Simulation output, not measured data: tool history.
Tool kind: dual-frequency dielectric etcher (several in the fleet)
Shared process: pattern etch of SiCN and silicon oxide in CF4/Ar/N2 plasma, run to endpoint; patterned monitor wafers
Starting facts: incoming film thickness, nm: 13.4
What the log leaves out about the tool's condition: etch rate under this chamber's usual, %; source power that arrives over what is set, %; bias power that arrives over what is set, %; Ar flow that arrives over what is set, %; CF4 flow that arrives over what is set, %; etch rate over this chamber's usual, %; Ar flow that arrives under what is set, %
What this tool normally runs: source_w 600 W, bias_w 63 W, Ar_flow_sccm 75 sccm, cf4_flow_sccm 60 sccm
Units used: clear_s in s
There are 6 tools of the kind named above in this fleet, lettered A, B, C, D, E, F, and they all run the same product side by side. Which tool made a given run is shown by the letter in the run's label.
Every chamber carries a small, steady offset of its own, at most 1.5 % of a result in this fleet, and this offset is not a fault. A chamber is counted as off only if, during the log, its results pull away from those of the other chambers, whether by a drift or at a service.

run,day,source_w,bias_w,Ar_flow_sccm,cf4_flow_sccm,hours since the last wet clean,hours since the last source power generator calibration,hours since the last bias power generator calibration,hours since the last Ar flow controller change,hours since the last CF4 flow controller change,clear_s
1F,0.192,600,63,75,60,107.1,1553.3,3555.9,2856.7,105.6,12.408
2E,0.421,600,63,75,60,419,1737.2,1355.6,2223.9,2014.7,12.128
# day 0.792: chamber C: wet clean of the chamber
3A,0.8,600,63,75,60,368.4,707.4,1192.2,315.7,2136.5,12.32
4D,1.167,600,63,75,60,282.2,1174.3,4128.1,719.8,845.3,12.35
5C,1.467,600,63,75,60,16.3,2076.6,3821,1036,1571.8,12.325
6B,1.875,600,63,75,60,508.1,1033.7,340.1,4987.1,3008.2,12.437
7E,2.167,600,63,75,60,460.9,1779.1,1397.5,2265.8,2056.6,12.254
8C,2.417,600,63,75,60,39.1,2099.4,3843.8,1058.8,1594.6,12.33
9A,2.683,600,63,75,60,413.6,752.6,1237.4,360.9,2181.7,12.332
10F,2.883,600,63,75,60,171.7,1617.9,3620.5,2921.3,170.2,12.339
11B,3.233,600,63,75,60,540.7,1066.3,372.7,5019.7,3040.8,12.367
12D,3.608,550,63,62,60,340.8,1232.9,4186.7,778.4,903.9,12.918
# day 3.658: chamber F: Ar flow controller replaced
13E,3.846,550,63,62,60,501.2,1819.4,1437.8,2306.1,2096.9,12.758
# day 3.983: chamber C: bias power generator calibrated
14A,4.088,550,63,62,60,447.3,786.3,1271.1,394.6,2215.4,12.914
15D,4.375,550,63,62,60,359.2,1251.3,4205.1,796.8,922.3,12.929
16C,4.667,550,63,62,60,93.1,2153.4,16.4,1112.8,1648.6,12.958
# day 4.804: chamber B: wet clean of the chamber
17B,4.867,550,63,62,60,1.5,1105.5,411.9,5058.9,3080,13.034
18F,5.262,600,63,75,60,228.8,1675,3677.6,38.5,227.3,12.425
19F,5.458,600,63,75,60,233.5,1679.7,3682.3,43.2,232,12.357
20A,5.792,600,63,75,60,488.2,827.2,1312,435.5,2256.3,12.347
21C,6.171,600,63,75,60,129.2,2189.5,52.5,1148.9,1684.7,12.357
22E,6.542,600,63,69,48,565.9,1884.1,1502.5,2370.8,2161.6,12.482
23B,6.892,600,63,69,48,50.1,1154.1,460.5,5107.5,3128.6,12.753
# day 6.917: chamber A: wet clean of the chamber
24D,7.283,600,63,69,48,429,1321.1,4274.9,866.6,992.1,12.601
25A,7.6,600,63,69,48,16.4,870.6,1355.4,478.9,2299.7,13.142
26C,7.942,600,63,69,48,171.7,2232,95,1191.4,1727.2,12.578
27B,8.346,600,63,69,48,85,1189,495.4,5142.4,3163.5,12.727
28D,8.725,600,63,75,60,463.6,1355.7,4309.5,901.2,1026.7,12.291
29E,8.996,600,63,75,60,624.8,1943,1561.4,2429.7,2220.5,12.149
30F,9.333,600,63,75,60,326.5,1772.7,3775.3,136.2,325,12.383
31A,9.625,600,63,75,60,65,919.2,1404,527.5,2348.3,12.788
32F,10.042,600,63,75,60,343.5,1789.7,3792.3,153.2,342,12.451
33E,10.338,600,63,75,60,657,1975.2,1593.6,2461.9,2252.7,12.22
# day 10.562: chamber D: wet clean of the chamber
34D,10.642,600,63,75,60,2,1401.7,4355.5,947.2,1072.7,12.348
35C,10.846,600,63,75,60,241.4,2301.7,164.7,1261.1,1796.9,12.312
36B,11.067,600,63,75,60,150.3,1254.3,560.7,5207.7,3228.8,12.483
37B,11.371,600,63,75,60,157.6,1261.6,568,5215,3236.1,12.449
38A,11.633,600,63,75,60,113.2,967.4,1452.2,575.7,2396.5,12.818
# day 11.95: chamber E: wet clean of the chamber
39F,11.962,600,63,75,60,389.6,1835.8,3838.4,199.3,388.1,12.409
# day 12.071: chamber D: bias power generator calibrated
40D,12.338,600,63,68,60,42.7,1442.4,6.4,987.9,1113.4,12.155
41C,12.588,600,63,68,60,283.2,2343.5,206.5,1302.9,1838.7,12.121
42E,13.008,600,63,68,60,25.4,2039.3,1657.7,2526,2316.8,12.003
43C,13.354,600,63,68,60,301.6,2361.9,224.9,1321.3,1857.1,12.09
44F,13.567,600,63,68,60,428.1,1874.3,3876.9,237.8,426.6,12.216

Which is it: a chamber that has drifted or been left off by a service, a gauge drift common to all chambers, or only each chamber's usual small offset? If a chamber is off, name it and its likeliest cause.

After it was serviced, chamber A no longer matches the other chambers.
Cause: etch rate under this chamber's usual, % = 3.56.

Chamber A could run next with any of the 4 candidate recipes listed below; each alters the usual settings, and their results appear as question marks. Which one brings its results back in line with what the other chambers deliver on the usual settings?
To be in line, a result may differ from the other chambers' mean on the usual settings by at most: clear_s 0.15 s
45A-1,13.871,640,65,74,61,,,,,,?
45A-2,13.871,600,58,78,58,,,,,,?
45A-3,13.871,600,69,75,63,,,,,,?
45A-4,13.871,560,61,76,59,,,,,,?

The mean the other chambers reach with the usual settings: clear_s 12.332 s
run,clear_s
45A-1,11.893
45A-2,13.257
45A-3,12.314
45A-4,13.768
With 45A-3, the chamber falls back in line with the rest.
